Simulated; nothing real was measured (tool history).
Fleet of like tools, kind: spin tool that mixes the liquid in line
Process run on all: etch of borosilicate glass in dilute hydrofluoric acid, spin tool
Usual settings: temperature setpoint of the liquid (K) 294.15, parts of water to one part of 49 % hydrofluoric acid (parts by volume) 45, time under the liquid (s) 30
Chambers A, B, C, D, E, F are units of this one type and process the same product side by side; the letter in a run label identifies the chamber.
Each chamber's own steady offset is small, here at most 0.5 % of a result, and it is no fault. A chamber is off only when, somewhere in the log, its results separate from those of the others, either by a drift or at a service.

| run | hour | temperature setpoint of the liquid (K) | parts of water to one part of 49 % hydrofluoric acid (parts by volume) | time under the liquid (s) | read-back film thickness of the borosilicate glass reference wafer, read on the same gauge (nm) | thickness taken off the borosilicate glass on a monitor wafer (nm) |
|---|---|---|---|---|---|---|
| 1E | 9.8 | 294.15 | 45 | 30 | 109.99 | 27.565 |
| 2F | 16.4 | 294.15 | 45 | 30 | 110.02 | 27.753 |
|  | 18.3 | chamber C: thermometer replaced |
| 3B | 23.1 | 294.15 | 45 | 30 | 110.02 | 27.502 |
| 4A | 30.8 | 294.15 | 45 | 30 | 110.01 | 27.659 |
| 5D | 35.8 | 294.15 | 45 | 30 | 110.01 | 27.24 |
| 6C | 43.8 | 294.15 | 45 | 30 | 109.99 | 27.582 |
| 7F | 50.3 | 294.15 | 45 | 30 | 110.03 | 27.432 |
| 8C | 61.4 | 294.15 | 45 | 30 | 110 | 27.844 |
| 9A | 71.3 | 294.15 | 45 | 30 | 110.01 | 27.472 |
| 10E | 76.1 | 294.15 | 55 | 20 | 110 | 14.921 |
| 11D | 87.3 | 294.15 | 55 | 20 | 109.98 | 15.043 |
| 12B | 92.2 | 294.15 | 55 | 20 | 110.01 | 14.839 |
| 13A | 100.2 | 294.15 | 55 | 20 | 109.98 | 14.648 |
| 14B | 105.2 | 294.15 | 55 | 20 | 109.98 | 14.732 |
| 15E | 114 | 294.15 | 55 | 20 | 110 | 14.887 |
| 16C | 120.2 | 294.15 | 45 | 30 | 109.99 | 27.908 |
| 17D | 127.7 | 294.15 | 45 | 30 | 110 | 27.483 |
| 18F | 136.3 | 294.15 | 45 | 30 | 109.96 | 27.41 |
| 19E | 143.2 | 294.15 | 45 | 30 | 110 | 27.955 |
| 20F | 151.7 | 294.15 | 45 | 30 | 109.98 | 27.633 |
| 21D | 162.4 | 294.15 | 45 | 30 | 110.02 | 27.575 |
| 22B | 169.6 | 294.15 | 45 | 30 | 110.04 | 27.761 |
| 23C | 178.7 | 294.15 | 45 | 30 | 110 | 27.949 |
| 24A | 188.8 | 294.15 | 45 | 30 | 109.99 | 27.713 |
| 25B | 197.8 | 290.15 | 45 | 20 | 109.99 | 15.738 |
| 26D | 207.6 | 290.15 | 45 | 20 | 110.02 | 15.625 |
| 27E | 216.6 | 290.15 | 45 | 20 | 110 | 16.128 |
| 28C | 226.9 | 290.15 | 45 | 20 | 110 | 15.338 |
| 29F | 232.3 | 290.15 | 45 | 20 | 110.01 | 15.484 |
| 30A | 241.2 | 290.15 | 45 | 20 | 110 | 15.536 |
| 31D | 248.2 | 294.15 | 45 | 30 | 110.01 | 27.771 |
|  | 253 | chamber C: hydrofluoric acid flow meter replaced |
| 32E | 256.9 | 294.15 | 45 | 30 | 110.01 | 28.882 |
| 33C | 264.3 | 294.15 | 45 | 30 | 109.99 | 27.825 |
| 34A | 274.1 | 294.15 | 45 | 30 | 110.02 | 27.613 |
| 35B | 280.3 | 294.15 | 45 | 30 | 109.98 | 27.551 |
| 36F | 287.6 | 294.15 | 45 | 30 | 109.99 | 27.665 |
| 37D | 294.4 | 294.15 | 45 | 30 | 109.99 | 27.598 |

Next, every chamber runs the same settings. What will each give?
| 38A | 302.4 | 296.15 | 45 | 30 |  | ? |
| 38B | 302.4 | 296.15 | 45 | 30 |  | ? |
| 38C | 302.4 | 296.15 | 45 | 30 |  | ? |
| 38D | 302.4 | 296.15 | 45 | 30 |  | ? |
| 38E | 302.4 | 296.15 | 45 | 30 |  | ? |
| 38F | 302.4 | 296.15 | 45 | 30 |  | ? |

| run | thickness taken off the borosilicate glass on a monitor wafer (nm) |
|---|---|
| 38A | 29.981 |
| 38B | 30.152 |
| 38C | 30.289 |
| 38D | 30.027 |
| 38E | 32.27 |
| 38F | 29.95 |

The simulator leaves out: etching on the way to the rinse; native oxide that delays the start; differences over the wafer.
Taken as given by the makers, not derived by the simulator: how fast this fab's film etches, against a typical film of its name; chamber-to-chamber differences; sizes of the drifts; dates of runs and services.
